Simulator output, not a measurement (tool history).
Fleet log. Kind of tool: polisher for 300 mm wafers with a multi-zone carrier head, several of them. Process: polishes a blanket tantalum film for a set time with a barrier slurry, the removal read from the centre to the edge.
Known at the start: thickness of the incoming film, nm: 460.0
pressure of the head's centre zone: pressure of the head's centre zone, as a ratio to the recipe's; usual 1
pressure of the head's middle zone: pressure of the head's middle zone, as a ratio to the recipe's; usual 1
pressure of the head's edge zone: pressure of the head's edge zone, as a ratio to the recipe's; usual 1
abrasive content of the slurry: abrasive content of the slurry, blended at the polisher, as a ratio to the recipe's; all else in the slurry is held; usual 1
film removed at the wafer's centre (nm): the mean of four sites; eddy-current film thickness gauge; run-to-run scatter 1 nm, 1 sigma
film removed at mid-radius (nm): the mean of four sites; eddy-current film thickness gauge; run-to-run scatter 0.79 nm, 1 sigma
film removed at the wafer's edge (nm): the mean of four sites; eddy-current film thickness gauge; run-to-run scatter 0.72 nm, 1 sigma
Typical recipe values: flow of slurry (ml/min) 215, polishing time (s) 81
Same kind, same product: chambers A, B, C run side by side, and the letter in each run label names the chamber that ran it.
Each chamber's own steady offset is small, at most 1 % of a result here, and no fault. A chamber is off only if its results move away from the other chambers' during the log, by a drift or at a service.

| run | hour | flow of slurry (ml/min) | pressure of the head's centre zone | pressure of the head's middle zone | pressure of the head's edge zone | abrasive content of the slurry | polishing time (s) | wafers polished on this pad | hours since the slurry nozzle was cleaned | hours since the centre zone pressure was calibrated | hours since the edge zone pressure was calibrated | film removed at the wafer's centre (nm) | film removed at mid-radius (nm) | film removed at the wafer's edge (nm) |
|---|---|---|---|---|---|---|---|---|---|---|---|---|---|---|
| 1C | 11.1 | 215 | 1 | 1 | 1 | 1 | 81 | 573 | 239.1 | 278.2 | 174 | 96.346 | 92.941 | 93.015 |
|  | 12.5 | chamber C: worn pad replaced by a new one |
| 2B | 19.7 | 215 | 1 | 1 | 1 | 1 | 81 | 793 | 713.5 | 1234.2 | 747.2 | 94.938 | 92.79 | 95.632 |
| 3A | 30.4 | 215 | 1 | 1 | 1 | 1 | 81 | 659 | 315.4 | 594.7 | 100.2 | 95.013 | 94.925 | 95.339 |
| 4A | 39 | 215 | 1 | 1 | 1 | 1 | 81 | 718 | 324 | 603.3 | 108.8 | 94.096 | 95.535 | 94.129 |
| 5C | 49.1 | 215 | 1 | 1 | 1 | 1 | 81 | 251 | 277.1 | 316.2 | 212 | 94.757 | 95.16 | 94.826 |
|  | 57.3 | chamber B: worn pad replaced by a new one |
| 6B | 63.2 | 215 | 1 | 1 | 1 | 1 | 81 | 40 | 757 | 1277.7 | 790.7 | 93.357 | 96.569 | 95.373 |
| 7B | 71 | 215 | 1 | 1 | 1 | 1 | 81 | 94 | 764.8 | 1285.5 | 798.5 | 94.133 | 96.082 | 94.592 |
|  | 78.2 | chamber B: slurry nozzle cleaned |
| 8C | 79.1 | 215 | 1 | 1 | 1 | 1 | 81 | 456 | 307.1 | 346.2 | 242 | 94.526 | 95.757 | 95.6 |
| 9A | 93.2 | 215 | 1 | 1 | 1.05 | 1 | 63 | 1089 | 378.2 | 657.5 | 163 | 73.914 | 74.574 | 75.262 |
| 10A | 100.7 | 215 | 1 | 1 | 1.05 | 1 | 63 | 1141 | 385.7 | 665 | 170.5 | 75.433 | 74.382 | 76.207 |
| 11C | 111.3 | 215 | 1 | 1 | 1.05 | 1 | 63 | 677 | 339.3 | 378.4 | 274.2 | 73.936 | 73.749 | 74.639 |
|  | 116.6 | chamber A: worn pad replaced by a new one |
|  | 120 | chamber C: worn pad replaced by a new one |
| 12B | 122.3 | 215 | 1 | 1 | 1 | 1 | 81 | 445 | 44.2 | 1336.8 | 849.8 | 92.388 | 95.402 | 94.762 |
| 13B | 137.3 | 215 | 1 | 1 | 1 | 1 | 81 | 548 | 59.2 | 1351.8 | 864.8 | 95.719 | 96.142 | 95.514 |
|  | 148.7 | chamber B: centre zone pressure recalibrated |
| 14A | 151.6 | 215 | 1 | 1 | 1 | 1 | 81 | 240 | 436.6 | 715.9 | 221.4 | 94.29 | 94.901 | 95.091 |
| 15C | 161.2 | 215 | 1 | 1 | 1 | 1 | 81 | 282 | 389.2 | 428.3 | 324.1 | 94.091 | 94.441 | 93.786 |
| 16C | 169 | 215 | 1 | 1 | 1 | 1 | 81 | 336 | 397 | 436.1 | 331.9 | 95.206 | 94.466 | 94.376 |
| 17A | 181.6 | 215 | 1.11 | 1 | 1 | 1 | 57 | 445 | 466.6 | 745.9 | 251.4 | 75.531 | 66.971 | 66.347 |
| 18B | 194.3 | 215 | 1.11 | 1 | 1 | 1 | 57 | 939 | 116.2 | 45.6 | 921.8 | 82.985 | 65.267 | 66.836 |
|  | 200.9 | chamber B: worn pad replaced by a new one |
| 19B | 206.4 | 215 | 1.11 | 1 | 1 | 1 | 57 | 38 | 128.3 | 57.7 | 933.9 | 83.143 | 67.667 | 67.351 |
| 20A | 215.2 | 215 | 1 | 1 | 1 | 1 | 81 | 675 | 500.2 | 779.5 | 285 | 96.568 | 94.229 | 94.193 |
| 21C | 229.5 | 215 | 1 | 1 | 1 | 1 | 81 | 750 | 457.5 | 496.6 | 392.4 | 93.981 | 95.381 | 94.264 |
|  | 231.8 | chamber C: worn pad replaced by a new one |
| 22B | 240.9 | 215 | 1 | 1 | 1 | 1 | 81 | 274 | 162.8 | 92.2 | 968.4 | 105.14 | 93.872 | 95.434 |
| 23A | 249.5 | 215 | 1 | 1 | 1 | 1 | 81 | 910 | 534.5 | 813.8 | 319.3 | 95.722 | 96.005 | 95.401 |
| 24C | 260.9 | 215 | 1 | 1 | 1 | 1 | 81 | 199 | 488.9 | 528 | 423.8 | 93.138 | 93.003 | 94.186 |

Is one chamber off against the others, does the gauge drift, or is nothing wrong? If a chamber is off, say which, and what the likeliest cause is.

The work done on chamber B during a service left it standing apart from the others.
Cause: centre zone's pressure above its setpoint, % = 10.8.

Here are 4 candidates for chamber B's next run, each the usual settings with a change, their results left as question marks. Which one brings its results back in line with what the others give on the usual settings?
To be in line, a result may differ from the other chambers' mean on the usual settings by at most: film removed at the wafer's centre (nm) 3.5; film removed at mid-radius (nm) 2.7; film removed at the wafer's edge (nm) 2.5
| 25B-1 | 272.2 | 215 | 1.03 | 0.99 | 0.99 | 1 | 82 |  |  |  |  | ? | ? | ? |
| 25B-2 | 272.2 | 210 | 0.93 | 1.02 | 1.02 | 1 | 80 |  |  |  |  | ? | ? | ? |
| 25B-3 | 272.2 | 220 | 1.08 | 0.97 | 0.98 | 1 | 83 |  |  |  |  | ? | ? | ? |
| 25B-4 | 272.2 | 215 | 0.97 | 1.01 | 1.01 | 1 | 80 |  |  |  |  | ? | ? | ? |

On the usual settings, the other chambers give on average: film removed at the wafer's centre (nm) 94.994; film removed at mid-radius (nm) 94.822; film removed at the wafer's edge (nm) 94.432
| run | film removed at the wafer's centre (nm) | film removed at mid-radius (nm) | film removed at the wafer's edge (nm) |
|---|---|---|---|
| 25B-1 | 110.62 | 95.644 | 96.41 |
| 25B-2 | 96.24 | 95.641 | 95.277 |
| 25B-3 | 118.24 | 95.287 | 97.318 |
| 25B-4 | 101.12 | 95.061 | 95.02 |
25B-2 is the one that brings the chamber's results back in line with the other chambers.
